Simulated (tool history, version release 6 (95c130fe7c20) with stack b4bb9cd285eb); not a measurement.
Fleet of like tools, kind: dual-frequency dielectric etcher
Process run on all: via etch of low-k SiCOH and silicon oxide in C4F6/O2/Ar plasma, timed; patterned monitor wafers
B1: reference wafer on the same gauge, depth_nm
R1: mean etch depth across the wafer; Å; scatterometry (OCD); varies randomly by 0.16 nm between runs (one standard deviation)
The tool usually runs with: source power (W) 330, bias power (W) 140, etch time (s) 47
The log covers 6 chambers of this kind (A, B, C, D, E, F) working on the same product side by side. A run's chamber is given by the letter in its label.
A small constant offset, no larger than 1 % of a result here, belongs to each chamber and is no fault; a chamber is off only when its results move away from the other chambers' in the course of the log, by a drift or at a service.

-- day=0.1 chamber A: wet clean of the chamber
run 1D day=0.246 | source_power_(W)=330 bias_power_(W)=140 etch_time_(s)=47 | B1=86.004 | R1=1053.3
run 2F day=0.483 | source_power_(W)=330 bias_power_(W)=140 etch_time_(s)=47 | B1=86 | R1=1048.8
run 3E day=0.871 | source_power_(W)=330 bias_power_(W)=140 etch_time_(s)=47 | B1=85.948 | R1=1052.6
run 4C day=1.171 | source_power_(W)=330 bias_power_(W)=140 etch_time_(s)=47 | B1=85.961 | R1=1046.1
run 5B day=1.642 | source_power_(W)=330 bias_power_(W)=140 etch_time_(s)=47 | B1=85.971 | R1=1054.4
run 6A day=2.146 | source_power_(W)=330 bias_power_(W)=140 etch_time_(s)=47 | B1=85.932 | R1=1052.2
run 7E day=2.654 | source_power_(W)=330 bias_power_(W)=168 etch_time_(s)=47 | B1=85.921 | R1=1113.9
run 8C day=3.088 | source_power_(W)=330 bias_power_(W)=168 etch_time_(s)=47 | B1=85.897 | R1=1102.4
run 9F day=3.367 | source_power_(W)=330 bias_power_(W)=168 etch_time_(s)=47 | B1=85.847 | R1=1109.8
run 10B day=3.838 | source_power_(W)=330 bias_power_(W)=168 etch_time_(s)=47 | B1=85.851 | R1=1112.8
run 11A day=4.321 | source_power_(W)=330 bias_power_(W)=168 etch_time_(s)=47 | B1=85.859 | R1=1113.2
run 12D day=4.825 | source_power_(W)=330 bias_power_(W)=168 etch_time_(s)=47 | B1=85.846 | R1=1112
run 13A day=5.246 | source_power_(W)=300 bias_power_(W)=140 etch_time_(s)=47 | B1=85.831 | R1=1012.8
run 14C day=5.642 | source_power_(W)=300 bias_power_(W)=140 etch_time_(s)=47 | B1=85.775 | R1=1003.2
-- day=5.775 chamber C: wet clean of the chamber
run 15D day=5.996 | source_power_(W)=300 bias_power_(W)=140 etch_time_(s)=47 | B1=85.784 | R1=1012.3
run 16B day=6.388 | source_power_(W)=300 bias_power_(W)=140 etch_time_(s)=47 | B1=85.759 | R1=1014.7
run 17F day=6.871 | source_power_(W)=300 bias_power_(W)=140 etch_time_(s)=47 | B1=85.739 | R1=1006.9
run 18E day=7.362 | source_power_(W)=300 bias_power_(W)=140 etch_time_(s)=47 | B1=85.716 | R1=1008.9
run 19F day=7.696 | source_power_(W)=330 bias_power_(W)=140 etch_time_(s)=47 | B1=85.724 | R1=1045.6
run 20D day=7.962 | source_power_(W)=330 bias_power_(W)=140 etch_time_(s)=47 | B1=85.738 | R1=1049.4
run 21E day=8.35 | source_power_(W)=330 bias_power_(W)=140 etch_time_(s)=47 | B1=85.714 | R1=1049.4
run 22B day=8.742 | source_power_(W)=330 bias_power_(W)=140 etch_time_(s)=47 | B1=85.701 | R1=1055
run 23A day=9.146 | source_power_(W)=330 bias_power_(W)=140 etch_time_(s)=47 | B1=85.694 | R1=1051.4
run 24C day=9.612 | source_power_(W)=330 bias_power_(W)=140 etch_time_(s)=47 | B1=85.671 | R1=1038.1
run 25B day=10.108 | source_power_(W)=330 bias_power_(W)=140 etch_time_(s)=47 | B1=85.613 | R1=1050.6
-- day=10.525 chamber F: wet clean of the chamber
run 26D day=10.604 | source_power_(W)=330 bias_power_(W)=140 etch_time_(s)=47 | B1=85.648 | R1=1049.1
run 27E day=10.9 | source_power_(W)=330 bias_power_(W)=140 etch_time_(s)=47 | B1=85.645 | R1=1050.4
run 28C day=11.267 | source_power_(W)=330 bias_power_(W)=140 etch_time_(s)=47 | B1=85.623 | R1=1038.3
run 29A day=11.525 | source_power_(W)=330 bias_power_(W)=162 etch_time_(s)=37.5 | B1=85.573 | R1=875.62
run 30F day=11.933 | source_power_(W)=330 bias_power_(W)=162 etch_time_(s)=37.5 | B1=85.589 | R1=870.62
run 31A day=12.25 | source_power_(W)=330 bias_power_(W)=162 etch_time_(s)=37.5 | B1=85.599 | R1=876.48
-- day=12.404 chamber B: wet clean of the chamber
run 32D day=12.667 | source_power_(W)=330 bias_power_(W)=162 etch_time_(s)=37.5 | B1=85.536 | R1=872.89
run 33C day=13.067 | source_power_(W)=330 bias_power_(W)=162 etch_time_(s)=37.5 | B1=85.507 | R1=868.23
run 34E day=13.471 | source_power_(W)=330 bias_power_(W)=162 etch_time_(s)=37.5 | B1=85.541 | R1=875.16
run 35B day=13.929 | source_power_(W)=330 bias_power_(W)=140 etch_time_(s)=47 | B1=85.488 | R1=1044.9
run 36F day=14.45 | source_power_(W)=330 bias_power_(W)=140 etch_time_(s)=47 | B1=85.495 | R1=1043.3
run 37E day=14.962 | source_power_(W)=330 bias_power_(W)=140 etch_time_(s)=47 | B1=85.475 | R1=1047.1

All chambers now run identical settings, listed one chamber a line with results as question marks. What results will each chamber show?
run 38A day=15.338 | source_power_(W)=330 bias_power_(W)=140 etch_time_(s)=47 | R1=?
run 38B day=15.338 | source_power_(W)=330 bias_power_(W)=140 etch_time_(s)=47 | R1=?
run 38C day=15.338 | source_power_(W)=330 bias_power_(W)=140 etch_time_(s)=47 | R1=?
run 38D day=15.338 | source_power_(W)=330 bias_power_(W)=140 etch_time_(s)=47 | R1=?
run 38E day=15.338 | source_power_(W)=330 bias_power_(W)=140 etch_time_(s)=47 | R1=?
run 38F day=15.338 | source_power_(W)=330 bias_power_(W)=140 etch_time_(s)=47 | R1=?

run=38A R1=1044.4
run=38B R1=1048.6
run=38C R1=1035.6
run=38D R1=1045.3
run=38E R1=1045.4
run=38F R1=1043.4

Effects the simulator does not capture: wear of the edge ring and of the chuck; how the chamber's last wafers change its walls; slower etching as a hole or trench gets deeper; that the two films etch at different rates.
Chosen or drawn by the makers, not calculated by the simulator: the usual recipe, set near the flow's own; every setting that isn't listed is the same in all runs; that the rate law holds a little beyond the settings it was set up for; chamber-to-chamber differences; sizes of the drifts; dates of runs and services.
